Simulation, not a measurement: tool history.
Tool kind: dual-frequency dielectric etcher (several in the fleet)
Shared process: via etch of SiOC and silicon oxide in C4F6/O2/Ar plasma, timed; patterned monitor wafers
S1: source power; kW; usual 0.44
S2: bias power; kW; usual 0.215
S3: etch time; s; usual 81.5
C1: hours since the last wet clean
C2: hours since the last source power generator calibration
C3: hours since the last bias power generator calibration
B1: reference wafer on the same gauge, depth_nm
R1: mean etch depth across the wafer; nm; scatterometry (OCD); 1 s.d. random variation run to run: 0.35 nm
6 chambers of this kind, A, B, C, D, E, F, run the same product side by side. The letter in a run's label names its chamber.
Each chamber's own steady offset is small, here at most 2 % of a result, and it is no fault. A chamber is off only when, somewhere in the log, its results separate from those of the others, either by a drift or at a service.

Run 1C, hour 5.2: usual settings; C1 391.7; C2 225.6; C3 2162.4; B1 106.91. Result: R1 101.42 nm.
Run 2E, hour 10.1: usual settings; C1 27.2; C2 1628.6; C3 1450.1; B1 106.93. Result: R1 101.57 nm.
Run 3D, hour 15.2: usual settings; C1 295.1; C2 535.8; C3 2939.9; B1 107.05. Result: R1 101.65 nm.
Run 4A, hour 19.4: usual settings; C1 37.2; C2 1697.3; C3 1069.7; B1 106.98. Result: R1 98.436 nm.
Run 5F, hour 24: usual settings; C1 220.2; C2 701.1; C3 2537.9; B1 107.04. Result: R1 101.14 nm.
Run 6B, hour 29.1: usual settings but S2 0.259 kW; C1 300.7; C2 4088.7; C3 2971.4; B1 107. Result: R1 107.74 nm.
Run 7C, hour 33.4: usual settings but S2 0.259 kW; C1 419.9; C2 253.8; C3 2190.6; B1 106.94. Result: R1 108.16 nm.
Run 8B, hour 37.8: usual settings but S2 0.259 kW; C1 309.4; C2 4097.4; C3 2980.1; B1 106.98. Result: R1 107.92 nm.
Run 9E, hour 40.5: usual settings but S2 0.259 kW; C1 57.6; C2 1659; C3 1480.5; B1 106.97. Result: R1 108.67 nm.
Run 10F, hour 45: usual settings but S2 0.259 kW; C1 241.2; C2 722.1; C3 2558.9; B1 106.95. Result: R1 107.74 nm.
Run 11A, hour 49.1: usual settings but S2 0.259 kW; C1 66.9; C2 1727; C3 1099.4; B1 107.04. Result: R1 105.45 nm.
Run 12D, hour 54.3: usual settings; C1 334.2; C2 574.9; C3 2979; B1 106.98. Result: R1 102.02 nm.
Run 13B, hour 58.9: usual settings but S1 0.48 kW; C1 330.5; C2 4118.5; C3 3001.2; B1 107.04. Result: R1 104.42 nm.
Run 14D, hour 62.5: usual settings but S1 0.48 kW; C1 342.4; C2 583.1; C3 2987.2; B1 107.02. Result: R1 104.97 nm.
Run 15A, hour 68.3: usual settings but S1 0.48 kW; C1 86.1; C2 1746.2; C3 1118.6; B1 106.95. Result: R1 102.86 nm.
Run 16E, hour 72.7: usual settings but S1 0.48 kW; C1 89.8; C2 1691.2; C3 1512.7; B1 107.01. Result: R1 104.61 nm.
Run 17C, hour 77.2: usual settings but S1 0.48 kW; C1 463.7; C2 297.6; C3 2234.4; B1 106.96. Result: R1 104.57 nm.
At hour 79.4: chamber C: wet clean of the chamber.
Run 18F, hour 80.9: usual settings but S1 0.48 kW; C1 277.1; C2 758; C3 2594.8; B1 107.07. Result: R1 106.46 nm.
Run 19D, hour 86.6: usual settings; C1 366.5; C2 607.2; C3 3011.3; B1 106.96. Result: R1 101.27 nm.
Run 20A, hour 92: usual settings; C1 109.8; C2 1769.9; C3 1142.3; B1 106.99. Result: R1 99.135 nm.
Run 21F, hour 98: usual settings but S3 59.5 s; C1 294.2; C2 775.1; C3 2611.9; B1 107.06. Result: R1 74.685 nm.
Run 22C, hour 100.9: usual settings but S3 59.5 s; C1 21.5; C2 321.3; C3 2258.1; B1 106.99. Result: R1 74.124 nm.
Run 23B, hour 103.7: usual settings but S3 59.5 s; C1 375.3; C2 4163.3; C3 3046; B1 106.92. Result: R1 74.073 nm.
Run 24E, hour 107.6: usual settings but S3 59.5 s; C1 124.7; C2 1726.1; C3 1547.6; B1 107.04. Result: R1 74.175 nm.
Run 25A, hour 110.8: usual settings but S3 59.5 s; C1 128.6; C2 1788.7; C3 1161.1; B1 107.03. Result: R1 72.256 nm.
Run 26D, hour 115.6: usual settings but S3 59.5 s; C1 395.5; C2 636.2; C3 3040.3; B1 106.89. Result: R1 74.435 nm.
Run 27C, hour 120.6: usual settings; C1 41.2; C2 341; C3 2277.8; B1 106.88. Result: R1 101.48 nm.
Run 28B, hour 125.4: usual settings; C1 397; C2 4185; C3 3067.7; B1 107.07. Result: R1 101.06 nm.
Run 29F, hour 129.7: usual settings but S2 0.234 kW, S3 60.5 s; C1 325.9; C2 806.8; C3 2643.6; B1 106.87. Result: R1 78.724 nm.
Run 30E, hour 134.1: usual settings but S2 0.234 kW, S3 60.5 s; C1 151.2; C2 1752.6; C3 1574.1; B1 106.98. Result: R1 77.527 nm.
Run 31F, hour 138.2: usual settings but S2 0.234 kW, S3 60.5 s; C1 334.4; C2 815.3; C3 2652.1; B1 107.02. Result: R1 78.415 nm.
Run 32C, hour 143.6: usual settings but S2 0.234 kW, S3 60.5 s; C1 64.2; C2 364; C3 2300.8; B1 107.04. Result: R1 77.301 nm.
Run 33B, hour 147.3: usual settings but S2 0.234 kW, S3 60.5 s; C1 418.9; C2 4206.9; C3 3089.6; B1 106.98. Result: R1 77.637 nm.
Run 34D, hour 153: usual settings but S2 0.234 kW, S3 60.5 s; C1 432.9; C2 673.6; C3 3077.7; B1 107.03. Result: R1 77.383 nm.
Run 35E, hour 157.5: usual settings; C1 174.6; C2 1776; C3 1597.5; B1 106.98. Result: R1 102.3 nm.
Run 36A, hour 163.4: usual settings; C1 181.2; C2 1841.3; C3 1213.7; B1 106.99. Result: R1 98.965 nm.
Run 37A, hour 168.8: usual settings; C1 186.6; C2 1846.7; C3 1219.1; B1 107.02. Result: R1 98.884 nm.
Run 38E, hour 174.7: usual settings; C1 191.8; C2 1793.2; C3 1614.7; B1 106.89. Result: R1 102.27 nm.

Next, every chamber runs the same settings. What will each give?
Run 39A, hour 179: usual settings but S1 0.54 kW. Result: R1 ?.
Run 39B, hour 179: usual settings but S1 0.54 kW. Result: R1 ?.
Run 39C, hour 179: usual settings but S1 0.54 kW. Result: R1 ?.
Run 39D, hour 179: usual settings but S1 0.54 kW. Result: R1 ?.
Run 39E, hour 179: usual settings but S1 0.54 kW. Result: R1 ?.
Run 39F, hour 179: usual settings but S1 0.54 kW. Result: R1 ?.

run      R1
39A  107.69
39B  109.58
39C  109.42
39D   110.3
39E  110.07
39F  113.31
